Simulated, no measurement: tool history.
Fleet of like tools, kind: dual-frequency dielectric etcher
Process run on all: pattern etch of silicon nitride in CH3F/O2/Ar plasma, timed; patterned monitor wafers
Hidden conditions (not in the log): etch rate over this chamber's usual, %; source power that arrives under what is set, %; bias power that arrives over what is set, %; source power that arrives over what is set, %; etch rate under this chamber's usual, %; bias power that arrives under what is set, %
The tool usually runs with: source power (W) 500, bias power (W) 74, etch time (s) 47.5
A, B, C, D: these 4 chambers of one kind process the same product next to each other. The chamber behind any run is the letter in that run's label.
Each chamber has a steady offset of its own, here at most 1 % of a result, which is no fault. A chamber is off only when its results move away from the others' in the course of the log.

| run | day | source power (W) | bias power (W) | etch time (s) | hours since the last wet clean | hours since the last source power generator calibration | hours since the last bias power generator calibration | read-back reference wafer on the same gauge, depth_nm | mean etch depth across the wafer (nm) |
|---|---|---|---|---|---|---|---|---|---|
| 1D | 0.196 | 500 | 74 | 47.5 | 180.6 | 2309.4 | 2092.7 | 31.086 | 36.610 |
| 2B | 0.346 | 500 | 74 | 47.5 | 198.0 | 256.0 | 926.8 | 31.101 | 36.453 |
| 3A | 0.533 | 500 | 74 | 47.5 | 364.1 | 2350.1 | 1134.2 | 31.087 | 36.963 |
| 4C | 0.700 | 500 | 74 | 47.5 | 190.6 | 1993.6 | 2565.2 | 31.097 | 36.347 |
| 5B | 0.862 | 500 | 74 | 47.5 | 210.4 | 268.4 | 939.2 | 31.110 | 36.442 |
| 6D | 0.979 | 500 | 74 | 47.5 | 199.4 | 2328.2 | 2111.5 | 31.087 | 36.743 |
| 7A | 1.167 | 500 | 74 | 47.5 | 379.3 | 2365.3 | 1149.4 | 31.103 | 36.906 |
| 8C | 1.338 | 500 | 74 | 47.5 | 205.9 | 2008.9 | 2580.5 | 31.083 | 36.029 |
| 9C | 1.467 | 430 | 60 | 47.5 | 209.0 | 2012.0 | 2583.6 | 31.101 | 31.842 |
| 10D | 1.642 | 430 | 60 | 47.5 | 215.3 | 2344.1 | 2127.4 | 31.097 | 32.386 |
| 11A | 1.825 | 430 | 60 | 47.5 | 395.1 | 2381.1 | 1165.2 | 31.100 | 32.535 |
| 12B | 1.933 | 430 | 60 | 47.5 | 236.1 | 294.1 | 964.9 | 31.088 | 31.952 |
| 13C | 2.112 | 500 | 74 | 47.5 | 224.5 | 2027.5 | 2599.1 | 31.086 | 35.841 |
| 14A | 2.317 | 500 | 74 | 47.5 | 406.9 | 2392.9 | 1177.0 | 31.094 | 36.718 |
| 15B | 2.442 | 440 | 80 | 47.5 | 248.3 | 306.3 | 977.1 | 31.091 | 35.394 |
| 16D | 2.567 | 440 | 80 | 47.5 | 237.5 | 2366.3 | 2149.6 | 31.091 | 36.024 |
| 17B | 2.725 | 440 | 80 | 47.5 | 255.1 | 313.1 | 983.9 | 31.094 | 35.568 |
| 18D | 2.867 | 440 | 80 | 47.5 | 244.7 | 2373.5 | 2156.8 | 31.104 | 35.942 |
| 19C | 3.017 | 500 | 74 | 47.5 | 246.2 | 2049.2 | 2620.8 | 31.083 | 35.885 |
| 20A | 3.125 | 500 | 74 | 47.5 | 426.3 | 2412.3 | 1196.4 | 31.086 | 36.811 |
| 21C | 3.304 | 500 | 74 | 47.5 | 253.1 | 2056.1 | 2627.7 | 31.112 | 35.691 |
| 22B | 3.471 | 450 | 74 | 37.5 | 273.0 | 331.0 | 1001.8 | 31.094 | 27.513 |
| 23D | 3.688 | 450 | 74 | 37.5 | 264.4 | 2393.2 | 2176.5 | 31.114 | 27.793 |
| 24A | 3.796 | 450 | 74 | 37.5 | 442.4 | 2428.4 | 1212.5 | 31.095 | 27.897 |
| 25C | 3.983 | 450 | 74 | 37.5 | 269.4 | 2072.4 | 2644.0 | 31.110 | 27.120 |
| 26B | 4.146 | 500 | 74 | 47.5 | 289.2 | 347.2 | 1018.0 | 31.125 | 36.534 |
| 27D | 4.346 | 500 | 74 | 47.5 | 280.2 | 2409.0 | 2192.3 | 31.114 | 36.624 |
| 28A | 4.446 | 500 | 74 | 47.5 | 458.0 | 2444.0 | 1228.1 | 31.093 | 36.759 |
| 29D | 4.671 | 500 | 74 | 47.5 | 288.0 | 2416.8 | 2200.1 | 31.080 | 36.612 |
| 30C | 4.829 | 500 | 74 | 47.5 | 289.7 | 2092.7 | 2664.3 | 31.104 | 35.510 |
| 31B | 5.046 | 500 | 74 | 47.5 | 310.8 | 368.8 | 1039.6 | 31.111 | 36.264 |
| 32A | 5.262 | 500 | 74 | 47.5 | 477.6 | 2463.6 | 1247.7 | 31.110 | 36.928 |
| 33D | 5.438 | 500 | 74 | 47.5 | 306.4 | 2435.2 | 2218.5 | 31.080 | 36.730 |
| 34A | 5.546 | 500 | 74 | 47.5 | 484.4 | 2470.4 | 1254.5 | 31.102 | 36.782 |
| 35B | 5.692 | 500 | 74 | 47.5 | 326.3 | 384.3 | 1055.1 | 31.116 | 36.441 |
| 36C | 5.808 | 500 | 74 | 47.5 | 313.2 | 2116.2 | 2687.8 | 31.098 | 35.333 |
| 37D | 6.033 | 500 | 74 | 47.5 | 320.7 | 2449.5 | 2232.8 | 31.095 | 36.594 |

All chambers now run identical settings, listed one chamber a line with results as question marks. What results will each chamber show?
| 38A | 6.196 | 610 | 74 | 47.5 |  |  |  |  | ? |
| 38B | 6.196 | 610 | 74 | 47.5 |  |  |  |  | ? |
| 38C | 6.196 | 610 | 74 | 47.5 |  |  |  |  | ? |
| 38D | 6.196 | 610 | 74 | 47.5 |  |  |  |  | ? |

| run | mean etch depth across the wafer (nm) |
|---|---|
| 38A | 39.986 |
| 38B | 39.182 |
| 38C | 37.908 |
| 38D | 39.567 |
